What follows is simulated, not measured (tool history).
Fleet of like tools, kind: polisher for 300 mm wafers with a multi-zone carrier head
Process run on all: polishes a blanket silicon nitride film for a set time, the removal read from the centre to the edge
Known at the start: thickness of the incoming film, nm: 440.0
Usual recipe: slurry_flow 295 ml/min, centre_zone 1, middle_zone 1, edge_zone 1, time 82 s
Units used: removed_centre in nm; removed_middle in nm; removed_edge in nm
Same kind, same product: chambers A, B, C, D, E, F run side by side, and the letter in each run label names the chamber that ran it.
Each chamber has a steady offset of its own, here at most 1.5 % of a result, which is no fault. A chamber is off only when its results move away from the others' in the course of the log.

Run 1D, hour 12.2: usual settings. Result: removed_centre 133.2 nm, removed_middle 131.64 nm, removed_edge 128.65 nm.
At hour 19.7: chamber C: worn pad replaced by a new one.
Run 2C, hour 21.3: usual settings. Result: removed_centre 133.36 nm, removed_middle 129.89 nm, removed_edge 128.08 nm.
At hour 30.6: chamber A: worn pad replaced by a new one.
Run 3B, hour 33.6: usual settings. Result: removed_centre 131.21 nm, removed_middle 130.81 nm, removed_edge 133.44 nm.
At hour 34: chamber E: edge zone pressure recalibrated.
Run 4F, hour 42: usual settings. Result: removed_centre 132.41 nm, removed_middle 130.9 nm, removed_edge 129.66 nm.
Run 5E, hour 50.6: usual settings. Result: removed_centre 131 nm, removed_middle 132.79 nm, removed_edge 132.85 nm.
Run 6A, hour 61.9: usual settings. Result: removed_centre 132.2 nm, removed_middle 130.17 nm, removed_edge 132.7 nm.
Run 7F, hour 74.4: usual settings. Result: removed_centre 133.49 nm, removed_middle 131.54 nm, removed_edge 131.96 nm.
At hour 74.8: chamber A: centre zone pressure recalibrated.
At hour 82.6: chamber B: worn pad replaced by a new one.
Run 8D, hour 85.8: usual settings. Result: removed_centre 131.99 nm, removed_middle 131.65 nm, removed_edge 131.5 nm.
Run 9E, hour 93.2: usual settings. Result: removed_centre 132.59 nm, removed_middle 131.95 nm, removed_edge 132.45 nm.
Run 10B, hour 99.4: usual settings. Result: removed_centre 132.27 nm, removed_middle 130.41 nm, removed_edge 135.79 nm.
At hour 103.4: chamber C: worn pad replaced by a new one.
At hour 105.6: chamber E: worn pad replaced by a new one.
Run 11C, hour 110.9: usual settings. Result: removed_centre 132.63 nm, removed_middle 128.83 nm, removed_edge 132.67 nm.
At hour 111.4: chamber D: worn pad replaced by a new one.
At hour 112.4: chamber F: worn pad replaced by a new one.
Run 12A, hour 119.5: usual settings. Result: removed_centre 130.98 nm, removed_middle 132.93 nm, removed_edge 131.12 nm.
At hour 126.6: chamber A: slurry nozzle cleaned.
Run 13B, hour 132.1: usual settings. Result: removed_centre 132 nm, removed_middle 132.97 nm, removed_edge 129.07 nm.
At hour 134.6: chamber A: worn pad replaced by a new one.
Run 14E, hour 138.6: usual settings. Result: removed_centre 131 nm, removed_middle 133.71 nm, removed_edge 129.81 nm.
Run 15A, hour 148.9: usual settings. Result: removed_centre 131.98 nm, removed_middle 132.65 nm, removed_edge 132.73 nm.
Run 16C, hour 161.1: usual settings. Result: removed_centre 132.62 nm, removed_middle 133.92 nm, removed_edge 130.44 nm.
Run 17D, hour 169.1: usual settings. Result: removed_centre 132.48 nm, removed_middle 130.18 nm, removed_edge 127.91 nm.
Run 18F, hour 180.8: usual settings but edge_zone 0.95. Result: removed_centre 131.78 nm, removed_middle 131.59 nm, removed_edge 129.88 nm.
At hour 185.9: chamber C: worn pad replaced by a new one.
At hour 188.9: chamber C: centre zone pressure recalibrated.
Run 19A, hour 192.5: usual settings but edge_zone 0.95. Result: removed_centre 131.33 nm, removed_middle 130.73 nm, removed_edge 128.1 nm.
Run 20C, hour 198.5: usual settings but edge_zone 0.95. Result: removed_centre 130.24 nm, removed_middle 131.66 nm, removed_edge 125.84 nm.
Run 21F, hour 206.9: usual settings but edge_zone 0.95. Result: removed_centre 131.29 nm, removed_middle 131.68 nm, removed_edge 131.71 nm.
Run 22E, hour 220: usual settings but edge_zone 0.95. Result: removed_centre 133.31 nm, removed_middle 131.16 nm, removed_edge 127.49 nm.
At hour 221.8: chamber E: centre zone pressure recalibrated.
Run 23B, hour 232.6: usual settings but edge_zone 0.95. Result: removed_centre 129.65 nm, removed_middle 133.53 nm, removed_edge 128.66 nm.
At hour 234.1: chamber A: worn pad replaced by a new one.
At hour 234.2: chamber F: worn pad replaced by a new one.
At hour 237.3: chamber E: worn pad replaced by a new one.
At hour 240.4: chamber D: worn pad replaced by a new one.
Run 24D, hour 240.7: usual settings. Result: removed_centre 130.48 nm, removed_middle 129.24 nm, removed_edge 130.24 nm.
Run 25A, hour 248.5: usual settings. Result: removed_centre 131.24 nm, removed_middle 131.41 nm, removed_edge 129.87 nm.
At hour 251: chamber B: worn pad replaced by a new one.
At hour 255: chamber C: slurry nozzle cleaned.
Run 26E, hour 256.9: usual settings. Result: removed_centre 144.63 nm, removed_middle 132.45 nm, removed_edge 129.64 nm.
At hour 257.2: chamber C: worn pad replaced by a new one.
Run 27C, hour 263: usual settings. Result: removed_centre 130.83 nm, removed_middle 131.9 nm, removed_edge 133.98 nm.
Run 28F, hour 273.7: usual settings. Result: removed_centre 130.65 nm, removed_middle 134.3 nm, removed_edge 133.09 nm.
Run 29B, hour 279.8: usual settings but time 66 s. Result: removed_centre 106.05 nm, removed_middle 106.47 nm, removed_edge 107.46 nm.
At hour 288.9: chamber B: slurry nozzle cleaned.
Run 30D, hour 289.9: usual settings but time 66 s. Result: removed_centre 107.15 nm, removed_middle 106.1 nm, removed_edge 103.79 nm.
Run 31F, hour 296: usual settings but time 66 s. Result: removed_centre 106.36 nm, removed_middle 104.56 nm, removed_edge 105.62 nm.
At hour 301.1: chamber A: edge zone pressure recalibrated.
Run 32E, hour 306.1: usual settings but time 66 s. Result: removed_centre 117.06 nm, removed_middle 107.05 nm, removed_edge 106.21 nm.
At hour 318.5: chamber B: edge zone pressure recalibrated.
At hour 318.7: chamber A: worn pad replaced by a new one.
Run 33A, hour 319.2: usual settings but time 66 s. Result: removed_centre 104.81 nm, removed_middle 105.93 nm, removed_edge 106.9 nm.
Run 34D, hour 331.8: usual settings but time 66 s. Result: removed_centre 106.08 nm, removed_middle 107.27 nm, removed_edge 106.33 nm.
Run 35C, hour 338.4: usual settings. Result: removed_centre 130.78 nm, removed_middle 130.83 nm, removed_edge 129.81 nm.
At hour 343: chamber E: worn pad replaced by a new one.
Run 36B, hour 345.8: usual settings but time 92 s. Result: removed_centre 148.58 nm, removed_middle 146.15 nm, removed_edge 149.5 nm.
At hour 348.5: chamber D: slurry nozzle cleaned.
At hour 349: chamber C: worn pad replaced by a new one.
At hour 358: chamber F: slurry nozzle cleaned.
Run 37C, hour 358.8: usual settings but time 92 s. Result: removed_centre 149.58 nm, removed_middle 150.19 nm, removed_edge 146.64 nm.
At hour 361.1: chamber F: centre zone pressure recalibrated.
Run 38E, hour 365.6: usual settings but time 92 s. Result: removed_centre 164.09 nm, removed_middle 146.39 nm, removed_edge 149.55 nm.
Run 39F, hour 375.1: usual settings but time 92 s. Result: removed_centre 146.14 nm, removed_middle 147.3 nm, removed_edge 142.12 nm.
At hour 379.1: chamber D: worn pad replaced by a new one.
Run 40B, hour 383: usual settings but time 92 s. Result: removed_centre 147.93 nm, removed_middle 150.7 nm, removed_edge 146.12 nm.
Run 41D, hour 392.7: usual settings but time 92 s. Result: removed_centre 147.39 nm, removed_middle 149.08 nm, removed_edge 146.38 nm.
Run 42A, hour 399.9: usual settings. Result: removed_centre 130.77 nm, removed_middle 134.82 nm, removed_edge 131.36 nm.
Run 43D, hour 407.8: usual settings. Result: removed_centre 132.72 nm, removed_middle 132.03 nm, removed_edge 133.54 nm.

Is one chamber off against the others, does the gauge drift, or is nothing wrong? If a chamber is off, say which, and what the likeliest cause is.

A service on chamber E put it out of line with the rest.
Most likely cause: centre zone's pressure above its setpoint, % = 9.38.

Here are 4 candidates for chamber E's next run, each the usual settings with a change, their results left as question marks. Which one brings its results back in line with what the others give on the usual settings?
In-line tolerance around the mean of the other chambers on the usual settings: removed_centre 4 nm; removed_middle 4.9 nm; removed_edge 6.4 nm
Run 44E-1, hour 417.3: usual settings but slurry_flow 285 ml/min, centre_zone 0.86, middle_zone 1.02, edge_zone 1.05, time 80 s. Result: removed_centre ?, removed_middle ?, removed_edge ?.
Run 44E-2, hour 417.3: usual settings but slurry_flow 290 ml/min, centre_zone 0.92, middle_zone 1.01, edge_zone 1.03, time 81 s. Result: removed_centre ?, removed_middle ?, removed_edge ?.
Run 44E-3, hour 417.3: usual settings but slurry_flow 300 ml/min, centre_zone 1.08, middle_zone 0.99, edge_zone 0.97, time 83 s. Result: removed_centre ?, removed_middle ?, removed_edge ?.
Run 44E-4, hour 417.3: usual settings but slurry_flow 305 ml/min, centre_zone 1.16, middle_zone 0.98, edge_zone 0.94, time 84 s. Result: removed_centre ?, removed_middle ?, removed_edge ?.

The mean the other chambers reach with the usual settings: removed_centre 131.66 nm; removed_middle 131.84 nm; removed_edge 131.19 nm
  run  removed_centre  removed_middle  removed_edge
44E-1             120          130.66        129.96
44E-2          131.25          131.29        130.46
44E-3          161.08          132.41        129.96
44E-4          176.53          132.92        129.63
It is 44E-2 that realigns the chamber with its peers.

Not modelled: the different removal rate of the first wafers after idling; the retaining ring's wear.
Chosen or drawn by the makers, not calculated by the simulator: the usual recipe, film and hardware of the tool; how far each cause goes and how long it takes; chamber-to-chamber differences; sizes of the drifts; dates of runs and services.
